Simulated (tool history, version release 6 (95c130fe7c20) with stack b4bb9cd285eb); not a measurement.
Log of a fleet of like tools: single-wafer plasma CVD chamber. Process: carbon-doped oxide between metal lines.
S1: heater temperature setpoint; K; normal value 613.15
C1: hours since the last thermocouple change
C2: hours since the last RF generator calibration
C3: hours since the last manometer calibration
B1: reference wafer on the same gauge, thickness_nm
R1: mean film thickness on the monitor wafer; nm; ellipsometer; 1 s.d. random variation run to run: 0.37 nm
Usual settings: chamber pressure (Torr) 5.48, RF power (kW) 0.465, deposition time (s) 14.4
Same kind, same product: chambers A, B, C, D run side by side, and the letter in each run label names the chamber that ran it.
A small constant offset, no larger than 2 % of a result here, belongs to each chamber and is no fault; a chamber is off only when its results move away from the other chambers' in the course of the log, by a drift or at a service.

Run 1A, hour 5.7: usual settings; C1 971.6; C2 905.5; C3 999.3; B1 79.415. Result: R1 74.434 nm.
Run 2B, hour 14.4: usual settings; C1 47.0; C2 1362.7; C3 883.8; B1 79.459. Result: R1 74.518 nm.
Run 3C, hour 24.8: usual settings; C1 2454.0; C2 1292.2; C3 1468.7; B1 79.453. Result: R1 73.499 nm.
Run 4D, hour 33.5: usual settings; C1 1180.3; C2 181.5; C3 1401.3; B1 79.333. Result: R1 72.538 nm.
Run 5C, hour 42.8: usual settings; C1 2472.0; C2 1310.2; C3 1486.7; B1 79.427. Result: R1 73.277 nm.
Run 6A, hour 54.7: usual settings; C1 1020.6; C2 954.5; C3 1048.3; B1 79.371. Result: R1 74.313 nm.
Run 7B, hour 60.1: usual settings; C1 92.7; C2 1408.4; C3 929.5; B1 79.395. Result: R1 73.920 nm.
Run 8D, hour 65.2: usual settings; C1 1212.0; C2 213.2; C3 1433.0; B1 79.357. Result: R1 72.639 nm.
Run 9D, hour 73.7: usual settings; C1 1220.5; C2 221.7; C3 1441.5; B1 79.383. Result: R1 72.816 nm.
Run 10A, hour 85.0: usual settings; C1 1050.9; C2 984.8; C3 1078.6; B1 79.391. Result: R1 74.539 nm.
Run 11B, hour 93.5: usual settings; C1 126.1; C2 1441.8; C3 962.9; B1 79.439. Result: R1 74.360 nm.
Run 12C, hour 103.9: usual settings; C1 2533.1; C2 1371.3; C3 1547.8; B1 79.469. Result: R1 73.563 nm.
Run 13D, hour 111.4: usual settings; C1 1258.2; C2 259.4; C3 1479.2; B1 79.484. Result: R1 73.410 nm.
Run 14A, hour 121.0: usual settings but RF power (kW) 0.495, deposition time (s) 12.9; C1 1086.9; C2 1020.8; C3 1114.6; B1 79.392. Result: R1 70.039 nm.
Run 15C, hour 126.8: usual settings but RF power (kW) 0.495, deposition time (s) 12.9; C1 2556.0; C2 1394.2; C3 1570.7; B1 79.445. Result: R1 68.618 nm.
Run 16B, hour 132.5: usual settings but RF power (kW) 0.495, deposition time (s) 12.9; C1 165.1; C2 1480.8; C3 1001.9; B1 79.286. Result: R1 69.745 nm.
At hour 139.3: chamber B: RF generator calibrated.
Run 17B, hour 139.7: usual settings but RF power (kW) 0.495, deposition time (s) 12.9; C1 172.3; C2 0.4; C3 1009.1; B1 79.399. Result: R1 69.328 nm.
Run 18D, hour 145.2: usual settings; C1 1292.0; C2 293.2; C3 1513.0; B1 79.368. Result: R1 73.128 nm.
Run 19A, hour 153.6: usual settings; C1 1119.5; C2 1053.4; C3 1147.2; B1 79.379. Result: R1 74.585 nm.
At hour 161.9: chamber C: thermocouple changed; heater temperature recalibrated.
Run 20C, hour 163.6: usual settings but chamber pressure (Torr) 4.76, deposition time (s) 11.9; C1 1.7; C2 1431.0; C3 1607.5; B1 79.494. Result: R1 59.417 nm.
Run 21C, hour 173.8: usual settings but chamber pressure (Torr) 4.76, deposition time (s) 11.9; C1 11.9; C2 1441.2; C3 1617.7; B1 79.398. Result: R1 59.696 nm.
Run 22B, hour 182.6: usual settings but chamber pressure (Torr) 4.76, deposition time (s) 11.9; C1 215.2; C2 43.3; C3 1052.0; B1 79.403. Result: R1 59.968 nm.
Run 23A, hour 190.0: usual settings but chamber pressure (Torr) 4.76, deposition time (s) 11.9; C1 1155.9; C2 1089.8; C3 1183.6; B1 79.460. Result: R1 60.240 nm.
Run 24D, hour 198.7: usual settings; C1 1345.5; C2 346.7; C3 1566.5; B1 79.343. Result: R1 73.285 nm.
Run 25B, hour 206.1: usual settings but deposition time (s) 15.6; C1 238.7; C2 66.8; C3 1075.5; B1 79.371. Result: R1 80.446 nm.
Run 26D, hour 211.4: usual settings but deposition time (s) 15.6; C1 1358.2; C2 359.4; C3 1579.2; B1 79.374. Result: R1 79.217 nm.
Run 27A, hour 222.7: usual settings but deposition time (s) 15.6; C1 1188.6; C2 1122.5; C3 1216.3; B1 79.390. Result: R1 80.425 nm.
Run 28C, hour 231.3: usual settings but deposition time (s) 15.6; C1 69.4; C2 1498.7; C3 1675.2; B1 79.366. Result: R1 78.377 nm.
Run 29D, hour 237.5: usual settings; C1 1384.3; C2 385.5; C3 1605.3; B1 79.438. Result: R1 72.468 nm.
At hour 239.1: chamber C: RF generator calibrated.
Run 30B, hour 248.6: usual settings; C1 281.2; C2 109.3; C3 1118.0; B1 79.387. Result: R1 73.895 nm.
Run 31C, hour 259.6: usual settings; C1 97.7; C2 20.6; C3 1703.5; B1 79.347. Result: R1 72.705 nm.
Run 32A, hour 265.4: usual settings but chamber pressure (Torr) 6.20; C1 1231.3; C2 1165.2; C3 1259.0; B1 79.402. Result: R1 75.383 nm.
At hour 273.7: chamber C: capacitance manometer re-zeroed and calibrated.
Run 33B, hour 276.4: usual settings but chamber pressure (Torr) 6.20; C1 309.0; C2 137.1; C3 1145.8; B1 79.306. Result: R1 75.452 nm.
Run 34A, hour 286.4: usual settings but chamber pressure (Torr) 6.20; C1 1252.3; C2 1186.2; C3 1280.0; B1 79.413. Result: R1 75.488 nm.
Run 35D, hour 296.9: usual settings but chamber pressure (Torr) 6.20; C1 1443.7; C2 444.9; C3 1664.7; B1 79.391. Result: R1 74.426 nm.
Run 36C, hour 304.4: usual settings; C1 142.5; C2 65.4; C3 30.7; B1 79.460. Result: R1 73.399 nm.
Run 37B, hour 312.3: usual settings; C1 344.9; C2 173.0; C3 1181.7; B1 79.345. Result: R1 74.818 nm.
Run 38A, hour 319.8: usual settings; C1 1285.7; C2 1219.6; C3 1313.4; B1 79.337. Result: R1 74.407 nm.
Run 39D, hour 328.9: usual settings but S1 625.15 K, RF power (kW) 0.435; C1 1475.7; C2 476.9; C3 1696.7; B1 79.442. Result: R1 66.825 nm.

All 4 chambers run these settings next. Forecast each chamber's results:
Run 40A, hour 337.4: usual settings. Result: R1 ?.
Run 40B, hour 337.4: usual settings. Result: R1 ?.
Run 40C, hour 337.4: usual settings. Result: R1 ?.
Run 40D, hour 337.4: usual settings. Result: R1 ?.

run      R1
40A  73.828
40B  73.940
40C  73.862
40D  73.335
